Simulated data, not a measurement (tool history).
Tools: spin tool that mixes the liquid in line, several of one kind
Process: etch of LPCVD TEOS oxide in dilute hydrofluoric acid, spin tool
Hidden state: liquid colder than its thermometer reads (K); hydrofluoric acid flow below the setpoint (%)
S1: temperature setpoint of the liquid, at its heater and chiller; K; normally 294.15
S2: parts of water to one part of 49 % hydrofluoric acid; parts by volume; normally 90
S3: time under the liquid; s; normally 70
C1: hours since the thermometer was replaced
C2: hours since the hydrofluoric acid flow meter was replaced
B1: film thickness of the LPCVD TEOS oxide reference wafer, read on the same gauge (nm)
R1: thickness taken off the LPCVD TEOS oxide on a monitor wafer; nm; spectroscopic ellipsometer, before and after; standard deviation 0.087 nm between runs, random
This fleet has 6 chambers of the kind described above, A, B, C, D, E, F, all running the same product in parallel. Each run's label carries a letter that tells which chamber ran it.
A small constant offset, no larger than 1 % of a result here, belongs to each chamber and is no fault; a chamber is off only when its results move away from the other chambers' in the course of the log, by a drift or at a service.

run,hour,S1,S2,S3,C1,C2,B1,R1
1A,9,294.15,90,70,1302.6,1019.8,30.013,11.705
2B,19.5,294.15,90,70,114.5,759.9,30.007,11.67
3F,28.5,294.15,90,70,548.4,788.2,29.991,11.744
4D,38.5,294.15,90,70,705.3,2101.4,30.004,11.738
5E,48.5,299.15,90,70,158.6,103.2,29.974,14.399
6C,55.3,299.15,90,70,825.1,1640.7,29.954,14.513
7F,61.5,299.15,90,70,581.4,821.2,30.016,14.394
8A,73.4,299.15,90,70,1367,1084.2,30.038,14.138
9D,85.6,299.15,90,70,752.4,2148.5,30.039,14.308
10B,94.3,299.15,90,70,189.3,834.7,29.98,14.239
11C,103.1,294.15,90,70,872.9,1688.5,29.98,11.746
12E,109.8,294.15,90,70,219.9,164.5,30.008,11.695
13F,115.3,294.15,90,70,635.2,875,30.046,11.8
14D,124.1,294.15,90,70,790.9,2187,30.027,11.704
15B,130.7,294.15,90,70,225.7,871.1,29.988,11.537
# hour 138.3: chamber F: hydrofluoric acid flow meter replaced
16C,138.5,294.15,90,70,908.3,1723.9,29.978,11.852
17A,149.9,294.15,90,70,1443.5,1160.7,29.967,11.308
18E,158.9,298.65,110,70,269,213.6,29.968,11.267
19F,165.8,298.65,110,70,685.7,27.5,29.954,11.27
# hour 174.7: chamber F: thermometer replaced
20B,176.4,298.65,110,70,271.4,916.8,29.988,11.221
21C,188.8,298.65,110,70,958.6,1774.2,30.026,11.295
22A,198.7,298.65,110,70,1492.3,1209.5,29.977,10.528
23D,207.2,298.65,110,70,874,2270.1,30.062,10.988
24E,215.7,294.15,90,70,325.8,270.4,30.018,11.991
25C,226.2,291.15,70,70,996,1811.6,29.971,13.928
26F,238.6,291.15,70,70,64,100.3,29.986,13.611
27A,247.7,291.15,70,70,1541.3,1258.5,29.997,12.521
28B,257.3,291.15,70,70,352.3,997.7,30.052,13.648
29E,264.5,291.15,70,70,374.6,319.2,29.925,13.822
30D,275.3,291.15,70,70,942.1,2338.2,29.971,13.633
31E,285.3,294.15,90,70,395.4,340,29.997,11.906
# hour 286.7: chamber D: hydrofluoric acid flow meter replaced
32C,296,294.15,90,70,1065.8,1881.4,30.025,11.774
33D,308.4,294.15,90,70,975.2,21.7,30.011,11.593
34A,316.8,294.15,90,70,1610.4,1327.6,29.986,10.687
35F,329.4,294.15,90,70,154.8,191.1,30.011,11.975
36B,337.9,294.15,90,70,432.9,1078.3,29.991,11.584
37C,345.6,294.15,90,70,1115.4,1931,30.038,11.759
38B,352.4,294.15,90,70,447.4,1092.8,30.01,11.578
39A,360.4,296.15,90,90,1654,1371.2,29.986,14.881

The same settings go to every chamber for the next run, one line per chamber below. Forecast the results for each:
40A,369.5,294.15,90,70,,,,?
40B,369.5,294.15,90,70,,,,?
40C,369.5,294.15,90,70,,,,?
40D,369.5,294.15,90,70,,,,?
40E,369.5,294.15,90,70,,,,?
40F,369.5,294.15,90,70,,,,?

run,R1
40A,10.598
40B,11.702
40C,11.841
40D,11.644
40E,11.807
40F,11.654
